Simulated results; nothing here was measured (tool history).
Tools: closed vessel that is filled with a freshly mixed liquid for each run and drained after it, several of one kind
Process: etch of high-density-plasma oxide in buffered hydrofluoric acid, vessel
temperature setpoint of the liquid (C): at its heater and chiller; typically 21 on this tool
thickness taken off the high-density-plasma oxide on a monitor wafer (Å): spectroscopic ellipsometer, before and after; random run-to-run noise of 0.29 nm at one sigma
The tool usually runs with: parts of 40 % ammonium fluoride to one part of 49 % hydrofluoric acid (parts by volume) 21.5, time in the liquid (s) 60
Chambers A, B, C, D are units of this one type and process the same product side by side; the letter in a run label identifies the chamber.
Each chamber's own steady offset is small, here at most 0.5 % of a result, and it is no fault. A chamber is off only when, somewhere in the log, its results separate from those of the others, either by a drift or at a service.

run   hour  temperature setpoint of the liquid (C)  parts of 40 % ammonium fluoride to one part of 49 % hydrofluoric acid (parts by volume)  time in the liquid (s)  hours since the thermometer was replaced  hours since the hydrofluoric acid flow meter was replaced  read-back film thickness of the high-density-plasma oxide reference wafer, read on the same gauge (nm)  thickness taken off the high-density-plasma oxide on a monitor wafer (Å)
 1B    4.2                                      21                                                                                     21.5                      60                                     953.9                                                     1259.6                                                                                                  150.00                                                                    330.57
 2C    8.0                                      21                                                                                     21.5                      60                                     228.2                                                      490.7                                                                                                  149.98                                                                    336.53
 3A   15.5                                      21                                                                                     21.5                      60                                     395.8                                                      876.4                                                                                                  150.00                                                                    336.76
 4D   22.2                                      21                                                                                     21.5                      60                                     875.7                                                      891.2                                                                                                  149.97                                                                    331.33
 5A   27.1                                      21                                                                                     21.5                      60                                     407.4                                                      888.0                                                                                                  150.00                                                                    339.94
 6D   32.6                                      21                                                                                     21.5                      60                                     886.1                                                      901.6                                                                                                  149.99                                                                    328.14
 7B   38.0                                      21                                                                                     21.5                      60                                     987.7                                                     1293.4                                                                                                  150.00                                                                    341.09
 8C   44.8                                      21                                                                                     21.5                      60                                     265.0                                                      527.5                                                                                                  149.98                                                                    332.78
 9A   50.0                                      21                                                                                     21.5                      60                                     430.3                                                      910.9                                                                                                  150.00                                                                    336.67
10D   57.7                                      21                                                                                     21.5                      60                                     911.2                                                      926.7                                                                                                  150.00                                                                    331.77
11B   63.7                                      21                                                                                     21.5                      60                                    1013.4                                                     1319.1                                                                                                  149.99                                                                    336.73
12C   68.3                                      21                                                                                     21.5                      60                                     288.5                                                      551.0                                                                                                  150.00                                                                    330.70
13C   73.3                                      21                                                                                     21.5                      60                                     293.5                                                      556.0                                                                                                  150.00                                                                    330.18
14B   80.7                                      21                                                                                     21.5                      60                                    1030.4                                                     1336.1                                                                                                  149.99                                                                    339.20
      83.8  -- chamber D: hydrofluoric acid flow meter replaced
15A   85.1                                      21                                                                                     21.5                      60                                     465.4                                                      946.0                                                                                                  150.03                                                                    343.03
16D   93.3                                      21                                                                                     21.5                      60                                     946.8                                                        9.6                                                                                                  150.00                                                                    331.58
17B  101.2                                      21                                                                                     21.5                      85                                    1050.9                                                     1356.6                                                                                                  150.01                                                                    480.94
18C  108.5                                      21                                                                                     21.5                      85                                     328.7                                                      591.2                                                                                                  149.99                                                                    458.55
19A  115.9                                      21                                                                                     21.5                      85                                     496.2                                                      976.8                                                                                                  150.01                                                                    480.75
20D  119.5                                      21                                                                                     21.5                      85                                     973.0                                                       35.8                                                                                                  150.00                                                                    471.49
     122.5  -- chamber B: hydrofluoric acid flow meter replaced
21B  127.5                                      21                                                                                     21.5                      60                                    1077.2                                                        5.0                                                                                                  150.01                                                                    338.57
22A  132.9                                      21                                                                                     21.5                      60                                     513.2                                                      993.8                                                                                                  149.98                                                                    338.42
23C  139.7                                      21                                                                                     21.5                      60                                     359.9                                                      622.4                                                                                                  150.02                                                                    317.58
24D  147.3                                      21                                                                                     21.5                      60                                    1000.8                                                       63.6                                                                                                  149.99                                                                    336.74
25D  154.0                                      21                                                                                     21.5                      60                                    1007.5                                                       70.3                                                                                                  149.99                                                                    334.48
26B  160.0                                      25                                                                                     26.5                      60                                    1109.7                                                       37.5                                                                                                  150.01                                                                    364.34
27A  164.9                                      25                                                                                     26.5                      60                                     545.2                                                     1025.8                                                                                                  150.01                                                                    357.24
28C  169.7                                      25                                                                                     26.5                      60                                     389.9                                                      652.4                                                                                                  150.00                                                                    335.24
29D  173.9                                      25                                                                                     26.5                      60                                    1027.4                                                       90.2                                                                                                  150.00                                                                    358.02
30C  178.3                                      21                                                                                     21.5                      60                                     398.5                                                      661.0                                                                                                  150.01                                                                    307.99
31A  184.0                                      21                                                                                     21.5                      60                                     564.3                                                     1044.9                                                                                                  150.00                                                                    339.42
32B  191.3                                      21                                                                                     21.5                      60                                    1141.0                                                       68.8                                                                                                  150.00                                                                    339.14
33C  196.4                                      21                                                                                     21.5                      60                                     416.6                                                      679.1                                                                                                  149.99                                                                    309.59
34A  201.6                                      21                                                                                     21.5                      60                                     581.9                                                     1062.5                                                                                                  150.01                                                                    341.38
35D  206.9                                      21                                                                                     21.5                      60                                    1060.4                                                      123.2                                                                                                  149.99                                                                    334.43
36B  214.7                                      21                                                                                     14.5                      30                                    1164.4                                                       92.2                                                                                                  150.00                                                                    244.97

Has any chamber moved away from the others, gradually or after a service, or does the common gauge drift, or do the chambers differ only by their own small steady offsets? State the chamber and the most likely cause if one applies.

One chamber, C, drifts off from the rest bit by bit.
Most likely cause: liquid colder than its thermometer reads (K) = 1.88.
The log may not tell that from: hydrofluoric acid flow below the setpoint (%).

Here are 4 candidates for chamber C's next run, each the usual settings with a change, their results left as question marks. Which one brings its results back in line with what the others give on the usual settings?
In line means no further than this from the other chambers' mean on the usual settings: thickness taken off the high-density-plasma oxide on a monitor wafer (Å) 10.00
37C-1  220.6                                      22                                                                                     21.5                      60                                                                                                                                                                                                                                                                                      ?
37C-2  220.6                                      21                                                                                     22.0                      55                                                                                                                                                                                                                                                                                      ?
37C-3  220.6                                      22                                                                                     20.0                      60                                                                                                                                                                                                                                                                                      ?
37C-4  220.6                                      20                                                                                     21.5                      60                                                                                                                                                                                                                                                                                      ?

What the other chambers average on the usual settings: thickness taken off the high-density-plasma oxide on a monitor wafer (Å) 336.45
  run  thickness taken off the high-density-plasma oxide on a monitor wafer (Å)
37C-1                                                                    319.50
37C-2                                                                    272.73
37C-3                                                                    336.83
37C-4                                                                    285.84
37C-3 brings the chamber back in line.

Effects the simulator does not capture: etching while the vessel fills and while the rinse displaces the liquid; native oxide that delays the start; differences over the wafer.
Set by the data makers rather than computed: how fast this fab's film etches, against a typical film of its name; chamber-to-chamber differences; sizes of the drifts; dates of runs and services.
